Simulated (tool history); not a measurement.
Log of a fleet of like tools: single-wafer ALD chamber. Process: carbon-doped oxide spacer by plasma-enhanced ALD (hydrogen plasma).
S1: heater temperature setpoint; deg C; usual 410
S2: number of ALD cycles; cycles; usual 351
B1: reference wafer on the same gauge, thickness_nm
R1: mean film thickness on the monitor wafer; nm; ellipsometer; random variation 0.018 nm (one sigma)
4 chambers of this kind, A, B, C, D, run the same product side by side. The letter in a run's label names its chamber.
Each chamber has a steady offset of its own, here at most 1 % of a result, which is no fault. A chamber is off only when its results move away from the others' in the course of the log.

run,day,S1,S2,B1,R1
1B,0.121,410,351,14.4,17.004
2D,0.258,410,351,14.403,17.11
# day 0.383: chamber B: thermocouple changed; heater temperature recalibrated
3A,0.408,410,351,14.406,17.038
4C,0.625,410,351,14.411,16.992
5A,0.767,410,351,14.408,17.051
6C,0.958,410,351,14.412,16.98
7B,1.092,410,351,14.415,17.053
8D,1.308,401,351,14.418,17.646
9C,1.446,401,351,14.421,17.471
10A,1.642,401,351,14.421,17.515
11D,1.821,401,351,14.426,17.653
12B,1.929,410,351,14.424,17.044
13B,2.117,410,351,14.429,17.041
14A,2.329,410,351,14.438,17.068
15C,2.508,421,326,14.437,15.252
16D,2.65,421,326,14.44,15.427
17A,2.846,421,326,14.442,15.304
18C,2.946,421,326,14.441,15.279
19D,3.1,410,351,14.446,17.16
20B,3.308,410,284,14.449,13.813
21A,3.488,410,284,14.452,13.806
22C,3.646,410,284,14.454,13.783
23D,3.758,410,284,14.455,13.923
24B,3.892,410,351,14.462,17.087
25A,4.067,410,351,14.461,17.119

What goes on in this fleet: one chamber off, a drifting gauge, or nothing beyond the chambers' own small offsets? Name the chamber and the cause, if any.

The gauge drifts, so all chambers seem to drift together. No chamber is off.
Cause: gauge reads high (%) = 0.434.
